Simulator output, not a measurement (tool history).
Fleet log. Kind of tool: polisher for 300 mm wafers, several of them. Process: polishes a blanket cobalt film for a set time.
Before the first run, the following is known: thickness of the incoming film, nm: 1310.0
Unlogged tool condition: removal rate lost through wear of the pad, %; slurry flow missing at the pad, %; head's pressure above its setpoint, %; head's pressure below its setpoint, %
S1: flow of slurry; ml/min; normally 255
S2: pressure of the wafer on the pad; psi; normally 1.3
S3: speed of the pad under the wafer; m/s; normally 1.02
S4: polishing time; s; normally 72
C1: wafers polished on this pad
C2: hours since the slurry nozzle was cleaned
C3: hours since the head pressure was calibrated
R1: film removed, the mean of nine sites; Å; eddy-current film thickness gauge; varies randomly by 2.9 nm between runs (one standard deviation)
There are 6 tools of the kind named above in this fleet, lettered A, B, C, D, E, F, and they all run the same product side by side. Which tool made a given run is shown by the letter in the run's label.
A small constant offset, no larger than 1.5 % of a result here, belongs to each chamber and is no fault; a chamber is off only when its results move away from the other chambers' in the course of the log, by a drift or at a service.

run,hour,S1,S2,S3,S4,C1,C2,C3,R1
# hour 3.1: chamber B: slurry nozzle cleaned
1D,3.3,255,1.3,1.02,72,590,351.8,562.1,2379.6
2A,9.2,255,1.3,1.02,72,320,105.5,107.6,2318.3
# hour 10.5: chamber D: worn pad replaced by a new one
3E,13.7,255,1.3,1.02,72,267,168.5,134.9,2305
4F,17,255,1.3,1.02,72,637,150.2,1177.6,2315.2
5C,21.3,255,1.3,1.02,72,364,689.6,153.5,2315.3
6B,26,255,1.3,1.02,72,865,22.9,57,2356.3
7E,31.7,255,1.3,1.02,72,466,186.5,152.9,2372.2
# hour 37: chamber A: worn pad replaced by a new one
8C,37.7,210,1.3,1.02,72,545,706,169.9,2267
# hour 39.5: chamber B: worn pad replaced by a new one
9D,41.5,210,1.3,1.02,72,343,390,600.3,2331.6
# hour 41.6: chamber C: slurry nozzle cleaned
# hour 44.3: chamber C: worn pad replaced by a new one
10F,45.7,210,1.3,1.02,72,954,178.9,1206.3,2254.1
# hour 50.2: chamber F: worn pad replaced by a new one
11B,52,210,1.3,1.02,72,138,48.9,83,2312.7
12A,55.7,210,1.3,1.02,72,207,152,154.1,2311.8
13A,61.1,210,1.3,1.02,72,267,157.4,159.5,2278.8
14C,66.4,255,1.3,1.02,72,245,24.8,198.6,2297.7
15B,69.6,255,1.3,1.02,72,332,66.5,100.6,2322.9
16F,76,255,1.3,1.02,72,286,209.2,1236.6,2362.4
17D,79.3,255,1.3,0.7,72,760,427.8,638.1,1616.1
# hour 82.7: chamber D: worn pad replaced by a new one
18E,83.3,255,1.3,0.7,72,1036,238.1,204.5,1552.8
# hour 87.9: chamber A: worn pad replaced by a new one
19C,89.7,255,1.3,0.7,72,502,48.1,221.9,1563.1
20E,94.8,255,1.3,0.7,72,1163,249.6,216,1565.5
21D,98.1,255,1.3,0.7,72,170,446.6,656.9,1614.1
# hour 99: chamber C: worn pad replaced by a new one
# hour 99.9: chamber E: slurry nozzle cleaned
22F,101.3,255,1.3,0.7,72,565,234.5,1261.9,1576.6
23B,105.8,255,1.3,1.02,72,732,102.7,136.8,2330.1
24A,109.9,255,0.8,1.16,72,243,206.2,208.3,1628.6
25D,113.3,255,0.8,1.16,72,338,461.8,672.1,1617.3
26A,117.1,255,0.8,1.16,72,323,213.4,215.5,1667.3
# hour 119.4: chamber B: worn pad replaced by a new one
27F,121,255,0.8,1.16,72,783,254.2,1281.6,1693.5
28C,124.9,255,0.8,1.16,72,286,83.3,257.1,1606.2
29E,127.9,255,0.8,1.16,72,1529,28,249.1,1552
30B,133.1,255,1.3,1.02,72,152,130,164.1,2360.2
31B,137.9,255,1.3,1.02,72,205,134.8,168.9,2284.9
# hour 140.8: chamber A: worn pad replaced by a new one
32A,140.9,210,1.3,1.02,72,1,237.2,239.3,2332.5
# hour 142.2: chamber F: worn pad replaced by a new one
# hour 142.4: chamber F: slurry nozzle cleaned
33E,146.4,210,1.3,1.02,72,1734,46.5,267.6,2144.6
# hour 147.3: chamber C: worn pad replaced by a new one
# hour 150.5: chamber D: worn pad replaced by a new one
34C,152,210,1.3,1.02,72,51,110.4,284.2,2291.4
# hour 156.8: chamber D: slurry nozzle cleaned
35D,158,210,1.3,1.02,72,83,1.2,716.8,2326.8
36F,162.7,210,1.3,1.02,72,227,20.3,1323.3,2283.8
37C,168.9,210,1.3,1.02,72,238,127.3,301.1,2276.4
38E,172.1,255,1.3,1.22,72,2018,72.2,293.3,2580.8
39F,177.1,255,1.3,1.22,72,386,34.7,1337.7,2831.6

Is one chamber out of step, is the gauge drifting, or do the chambers differ by no more than their own small offsets? For an off chamber, give its letter and the likeliest cause.

Chamber E drifts away from the others.
Likeliest cause: removal rate lost through wear of the pad, % = 11.3.
With only this log, it may be confused with: head's pressure below its setpoint, %.

Here are 4 candidates for chamber E's next run, each the usual settings with a change, their results left as question marks. Which one brings its results back in line with what the others give on the usual settings?
Allowed miss from the other chambers' usual-settings mean, per result, to count as in line: R1 100 Å
40E-1,181.7,255,1.2,0.96,68,,,,?
40E-2,181.7,255,1.3,0.96,68,,,,?
40E-3,181.7,255,1.3,1.14,72,,,,?
40E-4,181.7,255,1.3,1.02,87,,,,?

The mean the other chambers reach with the usual settings: R1 2336.4 Å
run,R1
40E-1,1709
40E-2,1849.3
40E-3,2330.8
40E-4,2516.1
The answer is 40E-3, which returns the chamber to within the allowed miss of the others.
